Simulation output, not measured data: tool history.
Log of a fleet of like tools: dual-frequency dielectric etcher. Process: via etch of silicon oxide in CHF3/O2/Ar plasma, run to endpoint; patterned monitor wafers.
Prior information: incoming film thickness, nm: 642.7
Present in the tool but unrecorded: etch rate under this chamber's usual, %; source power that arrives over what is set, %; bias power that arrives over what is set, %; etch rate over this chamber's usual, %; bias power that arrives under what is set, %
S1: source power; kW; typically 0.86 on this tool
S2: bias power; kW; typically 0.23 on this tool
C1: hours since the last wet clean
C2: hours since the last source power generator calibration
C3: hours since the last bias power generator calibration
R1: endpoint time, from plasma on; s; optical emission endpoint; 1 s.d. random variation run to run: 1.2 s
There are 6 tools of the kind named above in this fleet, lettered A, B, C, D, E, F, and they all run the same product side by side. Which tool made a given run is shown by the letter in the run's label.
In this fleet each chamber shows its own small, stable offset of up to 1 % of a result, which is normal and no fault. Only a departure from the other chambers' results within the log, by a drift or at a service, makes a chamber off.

run   hour    S1     S2     C1      C2      C3      R1
 1A    8.4  0.86   0.23  163.6  2224.7  1056.8  262.07
 2E   18.6  0.86   0.23  321.5   287.3  1385.7  262.58
 3D   27.8  0.86   0.23  138.6     859    1691  261.94
      33.6  -- chamber F: wet clean of the chamber
 4C     36  0.86   0.23  349.4  1038.6    98.4  258.42
 5F   42.5  0.75   0.23    8.9  1353.6  2179.7  274.39
 6B     51  0.75   0.23   64.7    1579   168.3  275.41
 7E   61.8  0.75   0.23  364.7   330.5  1428.9  273.41
 8C   70.7  0.75   0.23  384.1  1073.3   133.1  273.95
 9D   77.6  0.75   0.23  188.4   908.8  1740.8  277.86
10A   88.4  0.75   0.23  243.6  2304.7  1136.8  275.03
11B  101.8  0.86   0.23  115.5  1629.8   219.1  259.19
12F  114.9  0.86  0.189   81.3    1426  2252.1  275.77
13A    126  0.86  0.189  281.2  2342.3  1174.4  280.36
14F  135.8  0.86  0.189  102.2  1446.9    2273  278.37
     136.1  -- chamber C: wet clean of the chamber
     137.8  -- chamber A: source power generator calibrated
15E  145.9  0.86  0.189  448.8   414.6    1513  279.24
16C    159  0.86  0.189     23  1161.6   221.4  277.52
17D  172.2  0.86  0.189    283  1003.4  1835.4  279.63
18B  184.1  0.86   0.23  197.8  1712.1   301.4  257.44
19A  195.8  0.86   0.23    351      58  1244.2  260.34
20E  208.7  0.86   0.23  511.6   477.4  1575.8  261.02
21D  219.5  0.86   0.23  330.3  1050.7  1882.7  258.74
22B  228.7  0.86   0.23  242.4  1756.7     346  259.21
23F  236.6  0.86   0.23    203  1547.7  2373.8  260.84
24C  244.6  0.86   0.23  108.6  1247.2     307  258.05
25D  250.6  0.86   0.23  361.4  1081.8  1913.8  256.44
26F  261.2  0.86   0.23  227.6  1572.3  2398.4  260.29
27E  267.9  0.86   0.23  570.8   536.6    1635  260.89
28A  275.1  0.86   0.23  430.3   137.3  1323.5  260.81
29B    288  0.86   0.23  301.7    1816   405.3  257.64
30C  298.4  0.86   0.23  162.4    1301   360.8  259.88
31E  307.5  0.94  0.188  610.4   576.2  1674.6  270.62
32A  319.7  0.94  0.188  474.9   181.9  1368.1  270.78
     325.5  -- chamber E: wet clean of the chamber
33F  330.8  0.94  0.188  297.2  1641.9    2468  268.14
34C  337.8  0.94  0.188  201.8  1340.4   400.2  266.09
35B  346.9  0.94  0.188  360.6  1874.9   464.2  268.58
       347  -- chamber D: bias power generator calibrated
36D  360.3  0.94  0.188  471.1  1191.5    13.4  261.49
37B  371.9  0.86   0.23  385.6  1899.9   489.2  262.37
38A  383.6  0.86   0.23  538.8   245.8    1432  262.13
39F  391.4  0.86   0.23  357.8  1702.5  2528.6  258.24
40E  405.1  0.86   0.23   79.7   673.8  1772.2  260.63
41D  413.5  0.86   0.23  524.3  1244.7    66.6  248.62
42C    421  0.86   0.23    285  1423.6   483.4  258.75
43A  431.5  0.86   0.23  586.7   293.7  1479.9  262.35
44E  440.1  0.86  0.199  114.7   708.8  1807.2  274.35

What goes on in this fleet: one chamber off, a drifting gauge, or nothing beyond the chambers' own small offsets? Name the chamber and the cause, if any.

One chamber, D, drifts off from the rest bit by bit.
Likeliest cause: etch rate over this chamber's usual, % = 5.37.

Here are 4 candidates for chamber D's next run, each the usual settings with a change, their results left as question marks. Which one brings its results back in line with what the others give on the usual settings?
Maximum distance from the other chambers' mean on the usual settings for a result to count as in line: R1 4.3 s
45D-1  450.1  0.95   0.23               ?
45D-2  450.1  0.83   0.23               ?
45D-3  450.1  0.86  0.238               ?
45D-4  450.1  0.77   0.23               ?

The mean the other chambers reach with the usual settings: R1 260.23 s
  run      R1
45D-1  240.63
45D-2  253.49
45D-3  247.08
45D-4  260.92
The answer is 45D-4, which returns the chamber to within the allowed miss of the others.
